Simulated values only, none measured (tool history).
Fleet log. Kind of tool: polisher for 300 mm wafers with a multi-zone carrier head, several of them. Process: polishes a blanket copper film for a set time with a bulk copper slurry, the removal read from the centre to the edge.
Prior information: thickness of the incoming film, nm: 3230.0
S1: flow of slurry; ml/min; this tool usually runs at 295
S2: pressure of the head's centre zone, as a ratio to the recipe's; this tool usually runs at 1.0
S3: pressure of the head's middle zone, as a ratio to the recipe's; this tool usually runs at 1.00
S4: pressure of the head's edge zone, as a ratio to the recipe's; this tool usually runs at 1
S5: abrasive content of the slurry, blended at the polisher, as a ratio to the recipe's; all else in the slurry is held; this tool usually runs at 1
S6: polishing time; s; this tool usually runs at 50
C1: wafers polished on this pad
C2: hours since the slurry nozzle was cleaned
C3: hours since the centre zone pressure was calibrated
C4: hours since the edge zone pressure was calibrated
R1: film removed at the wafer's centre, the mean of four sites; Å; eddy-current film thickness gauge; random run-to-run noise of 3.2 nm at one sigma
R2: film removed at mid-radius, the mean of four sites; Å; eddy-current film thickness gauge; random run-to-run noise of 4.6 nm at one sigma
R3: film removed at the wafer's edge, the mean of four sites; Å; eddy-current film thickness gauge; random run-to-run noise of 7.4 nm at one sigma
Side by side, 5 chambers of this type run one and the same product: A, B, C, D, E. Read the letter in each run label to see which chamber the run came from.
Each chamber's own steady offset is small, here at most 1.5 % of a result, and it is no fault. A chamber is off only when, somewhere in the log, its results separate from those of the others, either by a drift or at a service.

run	hour	S1	S2	S3	S4	S5	S6	C1	C2	C3	C4	R1	R2	R3
1E	2.2	295	1.0	1.00	1	1	50	224	574.5	988.4	509.6	4925.6	4941.7	4907.2
2B	5.2	295	1.0	1.00	1	1	50	1074	54.6	201.4	363.3	4951.1	4912.5	4945.4
3C	7.6	295	1.0	1.00	1	1	50	741	187.6	292.3	359.2	4915.0	4946.2	4714.3
# hour 11.6: chamber C: worn pad replaced by a new one
4D	11.9	295	1.0	1.00	1	1	50	971	117.2	539.2	1153.7	4837.8	4882.0	4849.2
5A	15.9	295	1.0	1.00	1	1	50	875	222.1	524.4	48.1	4955.9	5011.9	4922.0
6B	19.6	295	1.0	1.00	1	1	50	1180	69.0	215.8	377.7	4941.5	4853.3	4925.0
7C	24.1	295	1.0	1.00	1	1	50	93	204.1	308.8	375.7	4923.2	4935.1	5069.3
8D	27.6	295	1.0	1.00	1	1	50	1087	132.9	554.9	1169.4	4897.7	4961.4	5061.5
9A	29.7	295	1.0	1.00	1	1	50	978	235.9	538.2	61.9	4997.7	5042.2	5085.6
10E	33.3	295	1.0	1.00	1	1	43	454	605.6	1019.5	540.7	4249.6	4350.5	4189.3
11E	37.0	295	1.0	1.00	1	1	43	482	609.3	1023.2	544.4	4245.2	4279.3	4177.8
12A	39.6	295	1.0	1.00	1	1	43	1051	245.8	548.1	71.8	4288.5	4233.5	4224.8
# hour 43.2: chamber A: centre zone pressure recalibrated
13B	43.4	295	1.0	1.00	1	1	43	1357	92.8	239.6	401.5	4221.6	4186.3	4122.0
# hour 45.1: chamber B: worn pad replaced by a new one
# hour 45.3: chamber D: worn pad replaced by a new one
14C	46.8	295	1.0	1.00	1	1	43	261	226.8	331.5	398.4	4248.0	4253.8	4195.3
# hour 47.4: chamber E: worn pad replaced by a new one
15D	50.7	295	1.0	1.00	1	1	50	40	156.0	578.0	1192.5	4885.5	4930.5	5045.9
16D	52.8	295	1.0	1.00	1	1	50	56	158.1	580.1	1194.6	4908.6	4983.4	5002.0
17E	56.9	295	0.9	1.00	1	1	40	70	629.2	1043.1	564.3	3502.4	4004.2	3861.9
# hour 58.3: chamber A: worn pad replaced by a new one
# hour 59.5: chamber D: edge zone pressure recalibrated
18A	61.1	295	0.9	1.00	1	1	40	20	267.3	18.0	93.3	3842.0	4024.0	3920.3
19B	64.2	295	0.9	1.00	1	1	40	142	113.6	260.4	422.3	3524.2	3833.6	3831.6
20C	67.4	295	0.9	1.00	1	1	40	414	247.4	352.1	419.0	3532.2	3971.3	3896.9
21D	71.3	295	0.9	1.00	1	1	40	193	176.6	598.6	11.8	3466.6	3977.8	3835.8
22B	73.8	295	1.0	1.00	1	1	50	213	123.2	270.0	431.9	4996.6	4892.1	4883.4
# hour 76.9: chamber B: centre zone pressure recalibrated
23A	76.9	295	1.0	1.00	1	1	50	138	283.1	33.8	109.1	5338.0	4997.6	4959.7
24C	79.3	295	1.0	1.00	1	1	50	502	259.3	364.0	430.9	4903.1	4976.4	4859.9
25E	82.7	295	1.0	1.00	1	1	50	261	655.0	1068.9	590.1	4930.8	4908.2	4762.4
26C	85.0	295	1.0	1.09	1	1	50	544	265.0	369.7	436.6	4937.5	5364.1	4827.1
# hour 86.9: chamber C: centre zone pressure recalibrated
27A	88.1	295	1.0	1.09	1	1	50	221	294.3	45.0	120.3	5340.3	5363.9	4828.8
28D	92.0	295	1.0	1.09	1	1	50	346	197.3	619.3	32.5	4913.2	5381.2	4929.1
29B	96.3	295	1.0	1.09	1	1	50	379	145.7	19.4	454.4	4941.0	5233.0	4957.3
30E	100.1	295	1.0	1.09	1	1	50	390	672.4	1086.3	607.5	4871.6	5387.6	4930.6
31C	104.1	295	1.0	1.00	1	1	50	686	284.1	17.3	455.7	4964.7	4915.3	4972.8
32E	106.1	295	1.0	1.00	1	1	50	435	678.4	1092.3	613.5	4927.1	4995.0	4822.3

Next, every chamber runs the same settings. What will each give?
33A	109.3	295	1.0	1.00	1	1	50					?	?	?
33B	109.3	295	1.0	1.00	1	1	50					?	?	?
33C	109.3	295	1.0	1.00	1	1	50					?	?	?
33D	109.3	295	1.0	1.00	1	1	50					?	?	?
33E	109.3	295	1.0	1.00	1	1	50					?	?	?

run	R1	R2	R3
33A	5348.5	4926.0	4799.4
33B	4923.0	4950.7	4932.3
33C	4926.1	4865.5	4892.5
33D	4941.6	4984.1	5006.7
33E	4908.3	4950.8	4773.6

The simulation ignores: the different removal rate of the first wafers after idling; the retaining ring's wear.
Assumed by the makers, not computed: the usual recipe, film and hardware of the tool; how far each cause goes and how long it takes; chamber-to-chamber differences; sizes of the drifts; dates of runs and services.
